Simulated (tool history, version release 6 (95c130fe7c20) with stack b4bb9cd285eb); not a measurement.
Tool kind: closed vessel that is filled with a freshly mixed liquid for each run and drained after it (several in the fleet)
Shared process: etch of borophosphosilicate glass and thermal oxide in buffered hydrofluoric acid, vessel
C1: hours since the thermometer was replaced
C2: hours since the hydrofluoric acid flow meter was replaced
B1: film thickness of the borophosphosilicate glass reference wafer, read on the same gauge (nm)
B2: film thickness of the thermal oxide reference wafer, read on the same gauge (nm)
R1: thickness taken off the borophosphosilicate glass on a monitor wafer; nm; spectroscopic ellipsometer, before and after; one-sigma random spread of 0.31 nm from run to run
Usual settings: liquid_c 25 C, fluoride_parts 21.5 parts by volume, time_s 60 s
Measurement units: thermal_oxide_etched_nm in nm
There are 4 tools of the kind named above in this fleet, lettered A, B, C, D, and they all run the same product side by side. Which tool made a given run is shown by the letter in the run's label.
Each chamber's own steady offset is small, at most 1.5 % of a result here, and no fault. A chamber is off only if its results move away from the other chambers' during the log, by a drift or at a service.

run 1D day=0.492 | liquid_c=25 fluoride_parts=21.5 time_s=60 | C1=793.8 C2=56.0 | B1=29.991 B2=39.943 | R1=38.299 thermal_oxide_etched_nm=35.390
run 2A day=0.792 | liquid_c=25 fluoride_parts=21.5 time_s=60 | C1=1963.6 C2=1896.3 | B1=29.988 B2=39.996 | R1=38.358 thermal_oxide_etched_nm=35.646
run 3C day=1.242 | liquid_c=25 fluoride_parts=21.5 time_s=60 | C1=851.9 C2=1910.2 | B1=29.990 B2=40.015 | R1=38.212 thermal_oxide_etched_nm=35.894
run 4B day=1.612 | liquid_c=25 fluoride_parts=21.5 time_s=60 | C1=2351.0 C2=1331.2 | B1=29.999 B2=39.973 | R1=37.691 thermal_oxide_etched_nm=35.916
run 5C day=1.833 | liquid_c=25 fluoride_parts=21.5 time_s=60 | C1=866.1 C2=1924.4 | B1=30.003 B2=39.983 | R1=37.671 thermal_oxide_etched_nm=35.920
run 6D day=2.325 | liquid_c=25 fluoride_parts=21.5 time_s=60 | C1=837.8 C2=100.0 | B1=29.996 B2=39.963 | R1=37.929 thermal_oxide_etched_nm=36.762
run 7A day=2.612 | liquid_c=25 fluoride_parts=21.5 time_s=60 | C1=2007.3 C2=1940.0 | B1=30.019 B2=40.012 | R1=38.433 thermal_oxide_etched_nm=35.544
run 8B day=2.904 | liquid_c=25 fluoride_parts=21.5 time_s=60 | C1=2382.0 C2=1362.2 | B1=30.002 B2=40.024 | R1=38.402 thermal_oxide_etched_nm=35.320
run 9A day=3.171 | liquid_c=23 fluoride_parts=21.5 time_s=85 | C1=2020.7 C2=1953.4 | B1=29.981 B2=40.021 | R1=48.568 thermal_oxide_etched_nm=45.424
run 10C day=3.383 | liquid_c=23 fluoride_parts=21.5 time_s=85 | C1=903.3 C2=1961.6 | B1=30.001 B2=40.003 | R1=49.227 thermal_oxide_etched_nm=44.926
run 11D day=3.842 | liquid_c=23 fluoride_parts=21.5 time_s=85 | C1=874.2 C2=136.4 | B1=30.010 B2=39.969 | R1=50.247 thermal_oxide_etched_nm=47.044
-- day=3.862 chamber B: thermometer replaced
run 12B day=4.175 | liquid_c=23 fluoride_parts=21.5 time_s=85 | C1=7.6 C2=1392.7 | B1=30.017 B2=40.010 | R1=48.413 thermal_oxide_etched_nm=45.170
run 13D day=4.625 | liquid_c=25 fluoride_parts=21.5 time_s=60 | C1=893.0 C2=155.2 | B1=30.005 B2=39.999 | R1=39.120 thermal_oxide_etched_nm=36.697
run 14C day=4.988 | liquid_c=25 fluoride_parts=21.5 time_s=60 | C1=941.8 C2=2000.1 | B1=29.999 B2=40.035 | R1=38.204 thermal_oxide_etched_nm=35.464
run 15A day=5.383 | liquid_c=25 fluoride_parts=21.5 time_s=60 | C1=2073.8 C2=2006.5 | B1=29.976 B2=40.031 | R1=37.685 thermal_oxide_etched_nm=35.632
run 16B day=5.738 | liquid_c=25 fluoride_parts=21.5 time_s=60 | C1=45.1 C2=1430.2 | B1=29.999 B2=39.966 | R1=38.497 thermal_oxide_etched_nm=35.368
run 17D day=6.017 | liquid_c=25 fluoride_parts=21.5 time_s=60 | C1=926.4 C2=188.6 | B1=30.004 B2=40.020 | R1=40.059 thermal_oxide_etched_nm=37.448
run 18B day=6.496 | liquid_c=25 fluoride_parts=21.5 time_s=60 | C1=63.3 C2=1448.4 | B1=30.006 B2=39.969 | R1=38.060 thermal_oxide_etched_nm=35.393
run 19C day=6.967 | liquid_c=25 fluoride_parts=21.5 time_s=60 | C1=989.3 C2=2047.6 | B1=30.012 B2=40.019 | R1=38.641 thermal_oxide_etched_nm=35.622
run 20A day=7.250 | liquid_c=25 fluoride_parts=21.5 time_s=60 | C1=2118.6 C2=2051.3 | B1=29.972 B2=40.050 | R1=38.514 thermal_oxide_etched_nm=35.712
run 21C day=7.696 | liquid_c=25 fluoride_parts=21.5 time_s=60 | C1=1006.8 C2=2065.1 | B1=29.990 B2=39.974 | R1=37.712 thermal_oxide_etched_nm=35.689
run 22B day=8.167 | liquid_c=25 fluoride_parts=21.5 time_s=60 | C1=103.4 C2=1488.5 | B1=30.023 B2=39.948 | R1=37.864 thermal_oxide_etched_nm=35.218
run 23A day=8.508 | liquid_c=25 fluoride_parts=21.5 time_s=60 | C1=2148.8 C2=2081.5 | B1=29.989 B2=39.979 | R1=38.464 thermal_oxide_etched_nm=35.253
run 24D day=8.933 | liquid_c=25 fluoride_parts=21.5 time_s=60 | C1=996.4 C2=258.6 | B1=29.988 B2=39.960 | R1=40.849 thermal_oxide_etched_nm=38.706
run 25A day=9.150 | liquid_c=25 fluoride_parts=21.5 time_s=60 | C1=2164.2 C2=2096.9 | B1=30.008 B2=40.033 | R1=37.926 thermal_oxide_etched_nm=35.418
run 26B day=9.571 | liquid_c=25 fluoride_parts=21.5 time_s=60 | C1=137.1 C2=1522.2 | B1=29.998 B2=39.981 | R1=38.121 thermal_oxide_etched_nm=36.113
run 27C day=9.858 | liquid_c=25 fluoride_parts=21.5 time_s=60 | C1=1058.7 C2=2117.0 | B1=29.996 B2=40.028 | R1=38.243 thermal_oxide_etched_nm=34.916
run 28D day=10.221 | liquid_c=25 fluoride_parts=21.5 time_s=60 | C1=1027.3 C2=289.5 | B1=29.992 B2=40.030 | R1=41.433 thermal_oxide_etched_nm=39.609
run 29C day=10.571 | liquid_c=25 fluoride_parts=21.5 time_s=60 | C1=1075.8 C2=2134.1 | B1=29.986 B2=39.993 | R1=38.185 thermal_oxide_etched_nm=35.473
run 30D day=10.996 | liquid_c=25 fluoride_parts=21.5 time_s=60 | C1=1045.9 C2=308.1 | B1=29.986 B2=39.975 | R1=41.288 thermal_oxide_etched_nm=39.250
run 31B day=11.425 | liquid_c=25 fluoride_parts=27.5 time_s=60 | C1=181.6 C2=1566.7 | B1=29.996 B2=40.022 | R1=32.610 thermal_oxide_etched_nm=30.128
run 32A day=11.754 | liquid_c=25 fluoride_parts=27.5 time_s=60 | C1=2226.7 C2=2159.4 | B1=30.005 B2=40.022 | R1=31.990 thermal_oxide_etched_nm=30.881
run 33C day=12.071 | liquid_c=25 fluoride_parts=27.5 time_s=60 | C1=1111.8 C2=2170.1 | B1=29.986 B2=40.017 | R1=32.060 thermal_oxide_etched_nm=30.237
run 34B day=12.358 | liquid_c=25 fluoride_parts=27.5 time_s=60 | C1=204.0 C2=1589.1 | B1=30.020 B2=40.010 | R1=31.867 thermal_oxide_etched_nm=29.852
run 35A day=12.592 | liquid_c=25 fluoride_parts=21.5 time_s=60 | C1=2246.8 C2=2179.5 | B1=29.992 B2=40.018 | R1=37.976 thermal_oxide_etched_nm=36.283
run 36D day=12.988 | liquid_c=25 fluoride_parts=21.5 time_s=60 | C1=1093.7 C2=355.9 | B1=29.996 B2=39.998 | R1=42.137 thermal_oxide_etched_nm=39.853
run 37C day=13.267 | liquid_c=25 fluoride_parts=21.5 time_s=60 | C1=1140.5 C2=2198.8 | B1=30.000 B2=40.019 | R1=38.265 thermal_oxide_etched_nm=36.039
run 38B day=13.604 | liquid_c=25 fluoride_parts=21.5 time_s=60 | C1=233.9 C2=1619.0 | B1=30.028 B2=39.997 | R1=38.318 thermal_oxide_etched_nm=36.056
run 39D day=13.908 | liquid_c=25 fluoride_parts=21.5 time_s=60 | C1=1115.8 C2=378.0 | B1=29.999 B2=39.928 | R1=42.451 thermal_oxide_etched_nm=40.630

All 4 chambers run these settings next. Forecast each chamber's results:
run 40A day=14.267 | liquid_c=25 fluoride_parts=21.5 time_s=60 | R1=? thermal_oxide_etched_nm=?
run 40B day=14.267 | liquid_c=25 fluoride_parts=21.5 time_s=60 | R1=? thermal_oxide_etched_nm=?
run 40C day=14.267 | liquid_c=25 fluoride_parts=21.5 time_s=60 | R1=? thermal_oxide_etched_nm=?
run 40D day=14.267 | liquid_c=25 fluoride_parts=21.5 time_s=60 | R1=? thermal_oxide_etched_nm=?

run=40A R1=37.588 thermal_oxide_etched_nm=35.336
run=40B R1=38.907 thermal_oxide_etched_nm=35.372
run=40C R1=38.511 thermal_oxide_etched_nm=34.893
run=40D R1=42.816 thermal_oxide_etched_nm=40.866

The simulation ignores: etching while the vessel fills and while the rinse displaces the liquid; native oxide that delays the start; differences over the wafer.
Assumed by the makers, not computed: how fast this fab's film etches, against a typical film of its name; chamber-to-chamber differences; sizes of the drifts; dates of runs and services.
